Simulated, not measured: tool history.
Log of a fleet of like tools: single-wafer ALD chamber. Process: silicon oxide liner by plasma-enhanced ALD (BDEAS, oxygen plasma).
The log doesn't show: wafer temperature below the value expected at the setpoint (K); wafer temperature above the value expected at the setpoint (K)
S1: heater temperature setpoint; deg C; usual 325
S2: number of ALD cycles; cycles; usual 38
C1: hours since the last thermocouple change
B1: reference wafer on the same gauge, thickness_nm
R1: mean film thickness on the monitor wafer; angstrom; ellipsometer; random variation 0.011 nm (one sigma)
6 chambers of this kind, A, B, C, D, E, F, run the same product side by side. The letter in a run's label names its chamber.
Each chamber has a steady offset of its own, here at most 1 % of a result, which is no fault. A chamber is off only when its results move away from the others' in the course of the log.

run 1D hour=3.4 | S1=325 S2=38 | C1=1574.5 | B1=3.0086 | R1=34.254
run 2C hour=5.3 | S1=325 S2=38 | C1=2534.2 | B1=3.0121 | R1=33.801
run 3A hour=8.4 | S1=325 S2=38 | C1=349 | B1=3.0106 | R1=34.062
run 4E hour=12.5 | S1=325 S2=38 | C1=1064.3 | B1=3.0103 | R1=34.283
run 5F hour=16.3 | S1=325 S2=38 | C1=1675.1 | B1=3.0109 | R1=33.929
run 6B hour=20.5 | S1=339 S2=43 | C1=1903.5 | B1=3.0099 | R1=37.442
run 7E hour=22.8 | S1=339 S2=43 | C1=1074.6 | B1=3.0095 | R1=38.068
run 8D hour=25.1 | S1=339 S2=43 | C1=1596.2 | B1=3.0099 | R1=37.86
run 9B hour=28.3 | S1=339 S2=43 | C1=1911.3 | B1=3.012 | R1=37.546
run 10C hour=32.5 | S1=339 S2=43 | C1=2561.4 | B1=3.0077 | R1=37.384
run 11F hour=35.8 | S1=339 S2=43 | C1=1694.6 | B1=3.0075 | R1=37.88
run 12A hour=38.2 | S1=325 S2=38 | C1=378.8 | B1=3.0098 | R1=34.295
run 13C hour=40.7 | S1=325 S2=38 | C1=2569.6 | B1=3.0095 | R1=33.965
run 14F hour=44 | S1=325 S2=38 | C1=1702.8 | B1=3.0112 | R1=33.94
run 15E hour=47.5 | S1=325 S2=38 | C1=1099.3 | B1=3.0111 | R1=34.369
run 16A hour=50.4 | S1=325 S2=38 | C1=391 | B1=3.0062 | R1=33.976
run 17D hour=52.7 | S1=325 S2=38 | C1=1623.8 | B1=3.0092 | R1=34.119
run 18B hour=56 | S1=325 S2=38 | C1=1939 | B1=3.0109 | R1=33.89
run 19C hour=59.9 | S1=325 S2=38 | C1=2588.8 | B1=3.0102 | R1=33.875
run 20D hour=62.8 | S1=325 S2=38 | C1=1633.9 | B1=3.0086 | R1=33.97
run 21A hour=66.9 | S1=325 S2=38 | C1=407.5 | B1=3.0107 | R1=34.154
run 22F hour=71.5 | S1=325 S2=38 | C1=1730.3 | B1=3.011 | R1=33.994
run 23B hour=75.3 | S1=325 S2=38 | C1=1958.3 | B1=3.0101 | R1=33.795
run 24E hour=78.7 | S1=325 S2=38 | C1=1130.5 | B1=3.0106 | R1=34.412
run 25D hour=83.1 | S1=325 S2=38 | C1=1654.2 | B1=3.0125 | R1=34.143
run 26F hour=87.5 | S1=325 S2=38 | C1=1746.3 | B1=3.0093 | R1=33.808
run 27E hour=90.1 | S1=325 S2=38 | C1=1141.9 | B1=3.0133 | R1=34.201
run 28C hour=93.9 | S1=338 S2=35 | C1=2622.8 | B1=3.0118 | R1=30.627
run 29B hour=96 | S1=338 S2=35 | C1=1979 | B1=3.0085 | R1=30.772
run 30A hour=98.3 | S1=338 S2=35 | C1=438.9 | B1=3.0102 | R1=30.927
run 31C hour=101.2 | S1=338 S2=35 | C1=2630.1 | B1=3.0101 | R1=30.56
run 32E hour=103.2 | S1=338 S2=35 | C1=1155 | B1=3.0097 | R1=31.127
run 33D hour=105.5 | S1=338 S2=35 | C1=1676.6 | B1=3.0117 | R1=30.981
run 34A hour=109.9 | S1=325 S2=38 | C1=450.5 | B1=3.0071 | R1=34.071
run 35F hour=113 | S1=312 S2=38 | C1=1771.8 | B1=3.0086 | R1=34.496
run 36B hour=116.4 | S1=312 S2=38 | C1=1999.4 | B1=3.0126 | R1=34.718
run 37D hour=119.1 | S1=312 S2=38 | C1=1690.2 | B1=3.0106 | R1=34.857
run 38A hour=122.4 | S1=312 S2=38 | C1=463 | B1=3.008 | R1=34.84
run 39C hour=124.5 | S1=312 S2=38 | C1=2653.4 | B1=3.0071 | R1=34.67
run 40B hour=128.2 | S1=312 S2=38 | C1=2011.2 | B1=3.0102 | R1=34.758
run 41E hour=130.4 | S1=325 S2=38 | C1=1182.2 | B1=3.0103 | R1=34.037
run 42F hour=133.1 | S1=325 S2=38 | C1=1791.9 | B1=3.0117 | R1=33.934
run 43E hour=135.6 | S1=339 S2=41 | C1=1187.4 | B1=3.0091 | R1=36.051

What goes on in this fleet: one chamber off, a drifting gauge, or nothing beyond the chambers' own small offsets? Name the chamber and the cause, if any.

No chamber stands off beyond its own small offset, and the gauge holds steady.
